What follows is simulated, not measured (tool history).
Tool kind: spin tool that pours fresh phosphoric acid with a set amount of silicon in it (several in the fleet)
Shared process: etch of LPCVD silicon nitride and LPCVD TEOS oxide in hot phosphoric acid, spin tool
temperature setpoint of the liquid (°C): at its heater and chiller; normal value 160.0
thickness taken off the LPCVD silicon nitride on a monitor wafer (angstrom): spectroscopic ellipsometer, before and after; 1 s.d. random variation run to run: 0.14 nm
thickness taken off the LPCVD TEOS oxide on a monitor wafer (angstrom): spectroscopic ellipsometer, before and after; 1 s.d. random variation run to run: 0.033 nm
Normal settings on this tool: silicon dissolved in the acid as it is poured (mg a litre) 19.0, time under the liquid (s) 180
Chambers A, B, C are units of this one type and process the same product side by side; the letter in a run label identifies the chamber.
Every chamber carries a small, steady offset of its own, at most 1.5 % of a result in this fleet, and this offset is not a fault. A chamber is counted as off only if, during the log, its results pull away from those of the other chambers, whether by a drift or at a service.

| run | hour | temperature setpoint of the liquid (°C) | silicon dissolved in the acid as it is poured (mg a litre) | time under the liquid (s) | hours since the thermometer was replaced | hours since the dissolved silicon flow meter was replaced | hours since the heated supply line was repaired | read-back film thickness of the LPCVD silicon nitride reference wafer, read on the same gauge (nm) | read-back film thickness of the LPCVD TEOS oxide reference wafer, read on the same gauge (nm) | thickness taken off the LPCVD silicon nitride on a monitor wafer (angstrom) | thickness taken off the LPCVD TEOS oxide on a monitor wafer (angstrom) |
|---|---|---|---|---|---|---|---|---|---|---|---|
| 1B | 7.8 | 160.0 | 19.0 | 180 | 377.4 | 77.1 | 3091.3 | 29.989 | 120.00 | 150.870 | 2.9977 |
| 2A | 13.3 | 160.0 | 19.0 | 180 | 780.0 | 1200.8 | 775.9 | 29.984 | 120.01 | 153.090 | 3.1086 |
| 3C | 19.7 | 160.0 | 19.0 | 180 | 984.7 | 557.7 | 4264.0 | 30.019 | 119.98 | 155.420 | 3.2125 |
|  | 21.7 | chamber C: dissolved silicon flow meter replaced |
| 4B | 26.9 | 160.0 | 19.0 | 180 | 396.5 | 96.2 | 3110.4 | 30.015 | 120.01 | 152.570 | 3.1272 |
| 5A | 35.4 | 160.0 | 19.0 | 180 | 802.1 | 1222.9 | 798.0 | 29.967 | 120.01 | 152.670 | 2.7511 |
| 6C | 46.4 | 161.5 | 19.0 | 180 | 1011.4 | 24.8 | 4290.7 | 29.999 | 119.99 | 161.990 | 3.5122 |
| 7A | 56.3 | 161.5 | 19.0 | 180 | 823.0 | 1243.8 | 818.9 | 29.992 | 120.00 | 163.060 | 3.8089 |
| 8C | 64.8 | 161.5 | 19.0 | 180 | 1029.8 | 43.2 | 4309.1 | 30.009 | 119.99 | 163.020 | 3.7980 |
| 9B | 75.0 | 160.0 | 19.0 | 180 | 444.6 | 144.3 | 3158.5 | 29.999 | 120.01 | 152.400 | 2.9859 |
|  | 81.9 | chamber C: heated supply line repaired |
| 10C | 85.5 | 160.0 | 19.0 | 180 | 1050.5 | 63.9 | 3.7 | 30.008 | 120.00 | 153.130 | 2.4176 |
| 11A | 93.1 | 160.0 | 19.0 | 180 | 859.8 | 1280.6 | 855.7 | 30.018 | 119.99 | 151.580 | 2.7357 |
| 12B | 103.0 | 160.0 | 19.0 | 180 | 472.6 | 172.3 | 3186.5 | 30.005 | 120.00 | 152.860 | 2.6440 |
| 13A | 108.4 | 160.0 | 19.0 | 180 | 875.1 | 1295.9 | 871.0 | 30.016 | 120.01 | 153.920 | 3.0600 |
| 14C | 116.5 | 160.0 | 19.0 | 180 | 1081.5 | 94.9 | 34.7 | 30.010 | 119.99 | 152.000 | 3.1772 |
| 15B | 124.4 | 160.0 | 19.0 | 180 | 494.0 | 193.7 | 3207.9 | 29.990 | 120.00 | 151.870 | 3.1610 |
| 16C | 130.0 | 160.0 | 19.0 | 180 | 1095.0 | 108.4 | 48.2 | 29.974 | 120.00 | 153.910 | 3.1143 |
| 17A | 138.3 | 160.0 | 19.0 | 180 | 905.0 | 1325.8 | 900.9 | 29.993 | 120.00 | 151.290 | 3.4699 |
| 18B | 149.4 | 160.0 | 19.0 | 180 | 519.0 | 218.7 | 3232.9 | 30.001 | 119.99 | 152.770 | 2.6808 |
| 19C | 154.6 | 160.0 | 19.0 | 180 | 1119.6 | 133.0 | 72.8 | 29.990 | 119.99 | 152.910 | 3.1509 |
| 20B | 164.2 | 160.0 | 8.5 | 245 | 533.8 | 233.5 | 3247.7 | 30.011 | 120.01 | 203.400 | 5.8187 |
| 21A | 170.0 | 160.0 | 8.5 | 245 | 936.7 | 1357.5 | 932.6 | 30.014 | 119.99 | 203.260 | 4.1888 |
| 22A | 178.3 | 160.0 | 8.5 | 245 | 945.0 | 1365.8 | 940.9 | 29.990 | 120.01 | 205.700 | 5.1822 |
| 23B | 188.1 | 160.0 | 19.0 | 180 | 557.7 | 257.4 | 3271.6 | 29.991 | 119.99 | 151.720 | 2.5605 |
| 24C | 195.9 | 160.0 | 19.0 | 180 | 1160.9 | 174.3 | 114.1 | 30.005 | 120.00 | 152.150 | 3.4443 |
|  | 205.4 | chamber B: heated supply line repaired |
| 25B | 207.4 | 160.0 | 19.0 | 180 | 577.0 | 276.7 | 2.1 | 30.003 | 119.99 | 149.960 | 3.2366 |
| 26C | 213.8 | 157.5 | 19.0 | 145 | 1178.8 | 192.2 | 132.0 | 29.987 | 120.01 | 113.230 | 2.0504 |
| 27A | 223.2 | 157.5 | 19.0 | 145 | 989.9 | 1410.7 | 985.8 | 29.980 | 120.00 | 107.320 | 1.6529 |
| 28C | 232.4 | 157.5 | 19.0 | 145 | 1197.4 | 210.8 | 150.6 | 29.998 | 119.98 | 115.580 | 2.1903 |
| 29B | 242.2 | 160.0 | 19.0 | 180 | 611.8 | 311.5 | 36.9 | 30.002 | 120.00 | 151.830 | 3.0560 |
| 30A | 253.4 | 160.0 | 19.0 | 180 | 1020.1 | 1440.9 | 1016.0 | 29.979 | 119.98 | 144.740 | 2.0740 |
| 31A | 262.8 | 160.0 | 19.0 | 180 | 1029.5 | 1450.3 | 1025.4 | 29.987 | 120.00 | 146.450 | 2.8092 |
| 32C | 272.1 | 160.0 | 19.0 | 180 | 1237.1 | 250.5 | 190.3 | 30.005 | 119.99 | 153.940 | 2.6394 |
| 33B | 279.2 | 160.0 | 19.0 | 180 | 648.8 | 348.5 | 73.9 | 29.999 | 120.02 | 152.610 | 2.8052 |
| 34C | 284.5 | 163.0 | 19.0 | 85 | 1249.5 | 262.9 | 202.7 | 30.008 | 120.02 | 79.702 | 1.7628 |
| 35B | 291.4 | 163.0 | 19.0 | 85 | 661.0 | 360.7 | 86.1 | 29.981 | 119.99 | 78.436 | 1.8448 |
|  | 297.1 | chamber A: thermometer replaced |
| 36A | 300.0 | 163.0 | 19.0 | 85 | 2.9 | 1487.5 | 1062.6 | 29.986 | 120.00 | 74.661 | 1.5773 |
| 37B | 310.7 | 160.0 | 19.0 | 180 | 680.3 | 380.0 | 105.4 | 30.017 | 119.98 | 154.500 | 3.3397 |
| 38A | 321.1 | 160.0 | 19.0 | 180 | 24.0 | 1508.6 | 1083.7 | 30.000 | 119.99 | 139.230 | 2.0909 |

Does one chamber stand apart from the rest, does the shared gauge drift, or is all well apart from small per-chamber offsets? Give the chamber and the most likely cause, where there is one.

Chamber A drifts away from the others.
Likeliest cause: temperature lost on the way to the wafer (K) = 3.

Here are 4 candidates for chamber A's next run, each the usual settings with a change, their results left as question marks. Which one brings its results back in line with what the others give on the usual settings?
A result is in line if it is within this distance of the other chambers' mean on the usual settings: thickness taken off the LPCVD silicon nitride on a monitor wafer (angstrom) 5.000; thickness taken off the LPCVD TEOS oxide on a monitor wafer (angstrom) 1.2000
| 39A-1 | 329.4 | 159.5 | 23.0 | 165 |  |  |  |  |  | ? | ? |
| 39A-2 | 329.4 | 160.5 | 12.5 | 210 |  |  |  |  |  | ? | ? |
| 39A-3 | 329.4 | 160.5 | 15.0 | 195 |  |  |  |  |  | ? | ? |
| 39A-4 | 329.4 | 159.5 | 25.5 | 155 |  |  |  |  |  | ? | ? |

What the other chambers average on the usual settings: thickness taken off the LPCVD silicon nitride on a monitor wafer (angstrom) 152.860; thickness taken off the LPCVD TEOS oxide on a monitor wafer (angstrom) 3.1116
| run | thickness taken off the LPCVD silicon nitride on a monitor wafer (angstrom) | thickness taken off the LPCVD TEOS oxide on a monitor wafer (angstrom) |
|---|---|---|
| 39A-1 | 124.860 | 1.9772 |
| 39A-2 | 164.480 | 3.6140 |
| 39A-3 | 152.730 | 3.1511 |
| 39A-4 | 117.290 | 1.7064 |
The answer is 39A-3, which returns the chamber to within the allowed miss of the others.

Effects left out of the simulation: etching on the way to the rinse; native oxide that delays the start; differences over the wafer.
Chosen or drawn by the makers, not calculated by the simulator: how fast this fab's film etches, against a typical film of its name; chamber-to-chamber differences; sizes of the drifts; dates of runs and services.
